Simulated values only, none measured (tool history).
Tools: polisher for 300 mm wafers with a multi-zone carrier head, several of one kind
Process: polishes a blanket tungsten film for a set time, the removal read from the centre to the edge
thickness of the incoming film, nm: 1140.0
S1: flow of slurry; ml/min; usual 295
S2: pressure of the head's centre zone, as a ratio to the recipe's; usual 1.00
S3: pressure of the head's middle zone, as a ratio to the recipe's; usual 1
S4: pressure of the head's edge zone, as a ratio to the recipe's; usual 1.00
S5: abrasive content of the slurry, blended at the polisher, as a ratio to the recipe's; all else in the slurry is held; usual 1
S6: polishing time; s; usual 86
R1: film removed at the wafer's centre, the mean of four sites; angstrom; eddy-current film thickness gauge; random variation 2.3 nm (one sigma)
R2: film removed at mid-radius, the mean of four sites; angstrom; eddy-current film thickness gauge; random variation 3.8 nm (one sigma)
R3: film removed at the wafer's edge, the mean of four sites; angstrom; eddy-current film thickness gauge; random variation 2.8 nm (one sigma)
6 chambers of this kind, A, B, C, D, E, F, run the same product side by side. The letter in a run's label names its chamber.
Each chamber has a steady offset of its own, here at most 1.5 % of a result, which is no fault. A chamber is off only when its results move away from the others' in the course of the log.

Run 1A, day 0.350: usual settings. Result: R1 2617.7 angstrom, R2 2674.1 angstrom, R3 2595.6 angstrom.
At day 0.725: chamber E: worn pad replaced by a new one.
Run 2E, day 0.908: usual settings. Result: R1 2605.2 angstrom, R2 2633.8 angstrom, R3 2560.8 angstrom.
At day 1.142: chamber F: worn pad replaced by a new one.
At day 1.375: chamber A: worn pad replaced by a new one.
Run 3F, day 1.383: usual settings. Result: R1 2631.1 angstrom, R2 2548.7 angstrom, R3 2701.1 angstrom.
At day 1.508: chamber E: edge zone pressure recalibrated.
At day 1.642: chamber A: slurry nozzle cleaned.
At day 1.783: chamber B: worn pad replaced by a new one.
Run 4B, day 1.825: usual settings. Result: R1 2629.9 angstrom, R2 2573.7 angstrom, R3 2612.9 angstrom.
Run 5C, day 2.304: usual settings but S2 1.05. Result: R1 2759.6 angstrom, R2 2633.2 angstrom, R3 2553.6 angstrom.
Run 6D, day 2.871: usual settings but S2 1.05. Result: R1 2738.7 angstrom, R2 2594.1 angstrom, R3 2570.7 angstrom.
At day 3.317: chamber C: worn pad replaced by a new one.
At day 3.325: chamber F: edge zone pressure recalibrated.
Run 7B, day 3.504: usual settings but S2 1.05. Result: R1 2732.0 angstrom, R2 2633.7 angstrom, R3 2543.3 angstrom.
Run 8A, day 4.133: usual settings but S2 1.05. Result: R1 2771.7 angstrom, R2 2705.5 angstrom, R3 2550.0 angstrom.
Run 9D, day 4.646: usual settings but S2 1.05. Result: R1 2707.3 angstrom, R2 2634.6 angstrom, R3 2615.7 angstrom.
At day 4.808: chamber E: worn pad replaced by a new one.
At day 4.988: chamber B: worn pad replaced by a new one.
Run 10F, day 5.054: usual settings but S2 1.05. Result: R1 2775.3 angstrom, R2 2632.1 angstrom, R3 2638.3 angstrom.
At day 5.258: chamber A: worn pad replaced by a new one.
Run 11C, day 5.467: usual settings. Result: R1 2591.4 angstrom, R2 2618.5 angstrom, R3 2639.0 angstrom.
Run 12E, day 5.958: usual settings. Result: R1 2557.6 angstrom, R2 2590.7 angstrom, R3 2551.1 angstrom.
At day 6.038: chamber F: worn pad replaced by a new one.
Run 13B, day 6.262: usual settings. Result: R1 2599.0 angstrom, R2 2622.4 angstrom, R3 2629.7 angstrom.
At day 6.600: chamber A: centre zone pressure recalibrated.
Run 14A, day 6.838: usual settings. Result: R1 2635.5 angstrom, R2 2601.5 angstrom, R3 2623.9 angstrom.
At day 6.917: chamber B: edge zone pressure recalibrated.
At day 6.929: chamber C: worn pad replaced by a new one.
Run 15D, day 7.146: usual settings. Result: R1 2513.6 angstrom, R2 2549.7 angstrom, R3 2594.4 angstrom.
At day 7.321: chamber C: slurry nozzle cleaned.
Run 16F, day 7.767: usual settings. Result: R1 2564.3 angstrom, R2 2628.2 angstrom, R3 2579.2 angstrom.
Run 17C, day 8.362: usual settings but S1 360 ml/min. Result: R1 2673.9 angstrom, R2 2646.4 angstrom, R3 2605.4 angstrom.
At day 8.479: chamber E: worn pad replaced by a new one.
Run 18E, day 8.717: usual settings but S1 360 ml/min. Result: R1 2654.5 angstrom, R2 2715.1 angstrom, R3 2621.2 angstrom.
At day 8.788: chamber A: worn pad replaced by a new one.
Run 19B, day 9.167: usual settings but S1 360 ml/min. Result: R1 2678.0 angstrom, R2 2609.1 angstrom, R3 2644.8 angstrom.
At day 9.225: chamber B: worn pad replaced by a new one.
Run 20D, day 9.662: usual settings but S1 360 ml/min. Result: R1 2546.0 angstrom, R2 2571.2 angstrom, R3 2602.9 angstrom.
At day 9.754: chamber C: edge zone pressure recalibrated.
At day 9.938: chamber F: worn pad replaced by a new one.
At day 10.100: chamber E: slurry nozzle cleaned.
Run 21E, day 10.225: usual settings but S1 360 ml/min. Result: R1 2673.6 angstrom, R2 2674.3 angstrom, R3 2607.7 angstrom.
Run 22A, day 10.567: usual settings but S1 360 ml/min. Result: R1 2712.5 angstrom, R2 2667.8 angstrom, R3 2714.5 angstrom.
At day 10.767: chamber C: worn pad replaced by a new one.
Run 23C, day 10.850: usual settings. Result: R1 2577.1 angstrom, R2 2586.9 angstrom, R3 2570.9 angstrom.
Run 24F, day 11.308: usual settings. Result: R1 2624.8 angstrom, R2 2616.7 angstrom, R3 2579.8 angstrom.
At day 11.629: chamber B: slurry nozzle cleaned.
Run 25A, day 11.633: usual settings. Result: R1 2596.2 angstrom, R2 2632.3 angstrom, R3 2630.3 angstrom.
Run 26D, day 11.958: usual settings. Result: R1 2474.3 angstrom, R2 2490.0 angstrom, R3 2509.9 angstrom.
Run 27C, day 12.404: usual settings. Result: R1 2626.6 angstrom, R2 2600.1 angstrom, R3 2555.6 angstrom.
At day 12.704: chamber A: worn pad replaced by a new one.
Run 28E, day 12.792: usual settings. Result: R1 2618.4 angstrom, R2 2616.2 angstrom, R3 2554.1 angstrom.
At day 12.979: chamber B: worn pad replaced by a new one.
At day 13.083: chamber E: worn pad replaced by a new one.
Run 29B, day 13.350: usual settings. Result: R1 2617.0 angstrom, R2 2653.1 angstrom, R3 2618.7 angstrom.
Run 30F, day 13.646: usual settings. Result: R1 2634.0 angstrom, R2 2621.3 angstrom, R3 2628.9 angstrom.
Run 31A, day 14.242: usual settings. Result: R1 2609.3 angstrom, R2 2688.5 angstrom, R3 2613.1 angstrom.
At day 14.308: chamber F: worn pad replaced by a new one.
Run 32B, day 14.738: usual settings. Result: R1 2625.0 angstrom, R2 2543.4 angstrom, R3 2613.3 angstrom.
Run 33F, day 15.204: usual settings. Result: R1 2624.0 angstrom, R2 2618.5 angstrom, R3 2671.5 angstrom.
At day 15.279: chamber C: worn pad replaced by a new one.
Run 34C, day 15.508: usual settings but S1 195 ml/min, S4 1.09. Result: R1 2486.5 angstrom, R2 2483.9 angstrom, R3 2579.3 angstrom.
Run 35E, day 16.104: usual settings but S1 195 ml/min, S4 1.09. Result: R1 2463.0 angstrom, R2 2460.3 angstrom, R3 2628.6 angstrom.
Run 36D, day 16.738: usual settings but S1 195 ml/min, S4 1.09. Result: R1 2288.0 angstrom, R2 2294.5 angstrom, R3 2442.7 angstrom.
At day 16.892: chamber E: worn pad replaced by a new one.
Run 37E, day 17.346: usual settings but S1 195 ml/min, S4 1.09. Result: R1 2439.2 angstrom, R2 2461.3 angstrom, R3 2612.8 angstrom.
Run 38D, day 17.950: usual settings but S1 195 ml/min, S4 1.09. Result: R1 2252.2 angstrom, R2 2245.0 angstrom, R3 2470.7 angstrom.
Run 39F, day 18.512: usual settings but S1 195 ml/min, S4 1.09. Result: R1 2471.6 angstrom, R2 2490.1 angstrom, R3 2643.5 angstrom.

Next, every chamber runs the same settings. What will each give?
Run 40A, day 18.971: usual settings. Result: R1 ?, R2 ?, R3 ?.
Run 40B, day 18.971: usual settings. Result: R1 ?, R2 ?, R3 ?.
Run 40C, day 18.971: usual settings. Result: R1 ?, R2 ?, R3 ?.
Run 40D, day 18.971: usual settings. Result: R1 ?, R2 ?, R3 ?.
Run 40E, day 18.971: usual settings. Result: R1 ?, R2 ?, R3 ?.
Run 40F, day 18.971: usual settings. Result: R1 ?, R2 ?, R3 ?.

run      R1      R2      R3
40A  2595.8  2557.0  2565.9
40B  2627.2  2656.4  2578.6
40C  2587.2  2623.1  2543.8
40D  2405.9  2345.2  2409.2
40E  2657.3  2601.8  2565.7
40F  2616.6  2579.3  2655.2

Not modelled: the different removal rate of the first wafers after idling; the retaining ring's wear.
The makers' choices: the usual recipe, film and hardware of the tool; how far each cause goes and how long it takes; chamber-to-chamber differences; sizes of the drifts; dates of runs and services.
